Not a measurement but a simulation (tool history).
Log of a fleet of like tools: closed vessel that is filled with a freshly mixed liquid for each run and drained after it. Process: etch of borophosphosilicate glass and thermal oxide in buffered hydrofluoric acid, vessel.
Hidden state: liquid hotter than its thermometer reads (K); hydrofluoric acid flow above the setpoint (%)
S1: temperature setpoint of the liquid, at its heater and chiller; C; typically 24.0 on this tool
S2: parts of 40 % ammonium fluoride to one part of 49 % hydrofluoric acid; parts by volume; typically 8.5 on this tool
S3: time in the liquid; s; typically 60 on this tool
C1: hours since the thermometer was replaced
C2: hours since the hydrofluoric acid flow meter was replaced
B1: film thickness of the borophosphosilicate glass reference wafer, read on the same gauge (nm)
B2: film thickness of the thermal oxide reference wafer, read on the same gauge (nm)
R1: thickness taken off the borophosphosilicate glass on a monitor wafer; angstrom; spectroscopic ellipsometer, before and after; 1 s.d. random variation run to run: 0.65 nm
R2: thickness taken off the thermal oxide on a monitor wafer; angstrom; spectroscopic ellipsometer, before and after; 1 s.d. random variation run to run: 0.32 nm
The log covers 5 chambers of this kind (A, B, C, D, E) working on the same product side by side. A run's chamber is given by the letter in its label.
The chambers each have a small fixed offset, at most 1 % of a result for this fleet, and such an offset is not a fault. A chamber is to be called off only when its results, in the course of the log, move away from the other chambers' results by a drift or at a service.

run 1E hour=4.1 | S1=24.0 S2=8.5 S3=60 | C1=351.1 C2=600.1 | B1=110.01 B2=99.988 | R1=1210.60 R2=803.19
run 2D hour=9.1 | S1=24.0 S2=8.5 S3=60 | C1=679.4 C2=455.1 | B1=109.99 B2=99.989 | R1=1234.00 R2=814.23
run 3A hour=12.4 | S1=24.0 S2=8.5 S3=60 | C1=403.1 C2=343.6 | B1=109.99 B2=100.000 | R1=1222.10 R2=800.64
run 4C hour=16.3 | S1=24.0 S2=8.5 S3=60 | C1=1388.6 C2=445.8 | B1=110.01 B2=100.030 | R1=1211.90 R2=802.41
run 5B hour=20.1 | S1=24.0 S2=8.5 S3=60 | C1=1967.9 C2=467.4 | B1=110.01 B2=100.010 | R1=1235.60 R2=812.46
run 6E hour=25.1 | S1=24.0 S2=8.5 S3=60 | C1=372.1 C2=621.1 | B1=110.02 B2=100.010 | R1=1228.40 R2=805.20
run 7A hour=29.3 | S1=24.0 S2=8.5 S3=60 | C1=420.0 C2=360.5 | B1=110.04 B2=99.993 | R1=1229.40 R2=800.43
run 8C hour=31.8 | S1=24.0 S2=8.5 S3=60 | C1=1404.1 C2=461.3 | B1=110.00 B2=99.978 | R1=1211.10 R2=806.99
run 9B hour=35.8 | S1=24.0 S2=8.5 S3=60 | C1=1983.6 C2=483.1 | B1=110.03 B2=100.000 | R1=1236.00 R2=806.33
run 10D hour=38.6 | S1=24.0 S2=8.5 S3=60 | C1=708.9 C2=484.6 | B1=110.00 B2=100.000 | R1=1212.50 R2=811.57
run 11D hour=43.4 | S1=24.0 S2=8.5 S3=60 | C1=713.7 C2=489.4 | B1=110.01 B2=100.000 | R1=1215.60 R2=811.75
run 12E hour=48.2 | S1=24.0 S2=8.5 S3=60 | C1=395.2 C2=644.2 | B1=110.02 B2=100.000 | R1=1221.30 R2=809.07
run 13B hour=51.9 | S1=24.0 S2=7.0 S3=45 | C1=1999.7 C2=499.2 | B1=109.99 B2=100.020 | R1=1142.30 R2=746.21
run 14C hour=56.8 | S1=24.0 S2=7.0 S3=45 | C1=1429.1 C2=486.3 | B1=109.97 B2=100.030 | R1=1125.80 R2=746.57
run 15A hour=61.5 | S1=24.0 S2=7.0 S3=45 | C1=452.2 C2=392.7 | B1=109.98 B2=100.000 | R1=1149.80 R2=746.51
run 16E hour=65.7 | S1=24.0 S2=7.0 S3=45 | C1=412.7 C2=661.7 | B1=109.95 B2=100.000 | R1=1114.90 R2=746.72
run 17C hour=70.5 | S1=24.0 S2=7.0 S3=45 | C1=1442.8 C2=500.0 | B1=110.00 B2=100.010 | R1=1128.80 R2=739.01
run 18D hour=73.0 | S1=24.0 S2=8.5 S3=60 | C1=743.3 C2=519.0 | B1=109.99 B2=100.020 | R1=1226.90 R2=812.39
run 19A hour=76.4 | S1=24.0 S2=8.5 S3=60 | C1=467.1 C2=407.6 | B1=109.97 B2=99.985 | R1=1217.30 R2=799.46
run 20B hour=80.4 | S1=26.0 S2=8.5 S3=60 | C1=2028.2 C2=527.7 | B1=110.01 B2=100.010 | R1=1372.70 R2=902.58
run 21C hour=83.4 | S1=26.0 S2=8.5 S3=60 | C1=1455.7 C2=512.9 | B1=109.96 B2=99.996 | R1=1348.30 R2=893.68
run 22B hour=86.9 | S1=26.0 S2=8.5 S3=60 | C1=2034.7 C2=534.2 | B1=110.03 B2=100.000 | R1=1378.90 R2=903.77
run 23E hour=89.4 | S1=26.0 S2=8.5 S3=60 | C1=436.4 C2=685.4 | B1=110.02 B2=100.030 | R1=1358.40 R2=899.35
run 24A hour=94.1 | S1=26.0 S2=8.5 S3=60 | C1=484.8 C2=425.3 | B1=109.97 B2=100.000 | R1=1354.30 R2=893.70
run 25D hour=97.4 | S1=24.0 S2=8.5 S3=60 | C1=767.7 C2=543.4 | B1=110.03 B2=100.010 | R1=1219.50 R2=808.49
run 26E hour=100.6 | S1=24.0 S2=8.5 S3=60 | C1=447.6 C2=696.6 | B1=110.01 B2=100.010 | R1=1230.70 R2=810.81
run 27B hour=105.5 | S1=24.0 S2=8.5 S3=60 | C1=2053.3 C2=552.8 | B1=110.00 B2=100.010 | R1=1231.80 R2=807.30
-- hour=106.5 chamber B: thermometer replaced
run 28C hour=108.3 | S1=24.0 S2=8.5 S3=60 | C1=1480.6 C2=537.8 | B1=110.01 B2=99.982 | R1=1211.30 R2=801.81
run 29D hour=112.1 | S1=24.0 S2=8.5 S3=60 | C1=782.4 C2=558.1 | B1=110.04 B2=99.999 | R1=1222.30 R2=810.55
run 30A hour=116.0 | S1=24.0 S2=8.5 S3=60 | C1=506.7 C2=447.2 | B1=109.99 B2=99.994 | R1=1234.00 R2=801.81
run 31D hour=119.7 | S1=24.0 S2=8.5 S3=60 | C1=790.0 C2=565.7 | B1=110.07 B2=99.999 | R1=1225.80 R2=809.44
run 32B hour=124.7 | S1=24.0 S2=8.5 S3=60 | C1=18.2 C2=572.0 | B1=109.98 B2=99.994 | R1=1248.10 R2=809.09
run 33C hour=127.3 | S1=24.0 S2=8.5 S3=60 | C1=1499.6 C2=556.8 | B1=110.02 B2=99.996 | R1=1221.90 R2=804.25
run 34A hour=130.8 | S1=21.5 S2=8.5 S3=35 | C1=521.5 C2=462.0 | B1=110.00 B2=99.992 | R1=626.24 R2=406.58
-- hour=131.7 chamber B: hydrofluoric acid flow meter replaced
run 35E hour=134.8 | S1=21.5 S2=8.5 S3=35 | C1=481.8 C2=730.8 | B1=109.96 B2=100.000 | R1=623.91 R2=409.80
-- hour=138.8 chamber C: hydrofluoric acid flow meter replaced
run 36A hour=139.0 | S1=21.5 S2=8.5 S3=35 | C1=529.7 C2=470.2 | B1=110.03 B2=99.989 | R1=622.60 R2=407.19
run 37E hour=143.6 | S1=21.5 S2=8.5 S3=35 | C1=490.6 C2=739.6 | B1=110.01 B2=99.977 | R1=623.97 R2=411.32
run 38B hour=147.8 | S1=21.5 S2=8.5 S3=35 | C1=41.3 C2=16.2 | B1=110.03 B2=100.010 | R1=632.40 R2=408.58
run 39C hour=152.7 | S1=24.0 S2=8.5 S3=60 | C1=1525.0 C2=13.9 | B1=110.05 B2=100.010 | R1=1210.60 R2=805.98
run 40D hour=156.7 | S1=24.0 S2=8.5 S3=60 | C1=827.0 C2=602.7 | B1=110.00 B2=100.020 | R1=1224.30 R2=803.43
run 41B hour=162.3 | S1=24.0 S2=8.5 S3=60 | C1=55.8 C2=30.7 | B1=110.04 B2=100.020 | R1=1227.00 R2=808.50
run 42C hour=165.9 | S1=24.0 S2=8.5 S3=75 | C1=1538.2 C2=27.1 | B1=109.98 B2=100.000 | R1=1501.40 R2=999.73

Decide between three cases: one chamber stands off from its peers, the gauge reading all wafers drifts, or nothing is wrong past each chamber's small offset. Where a chamber is off, say which and what most likely put it there.

No chamber stands off beyond its own small offset, and the gauge holds steady.
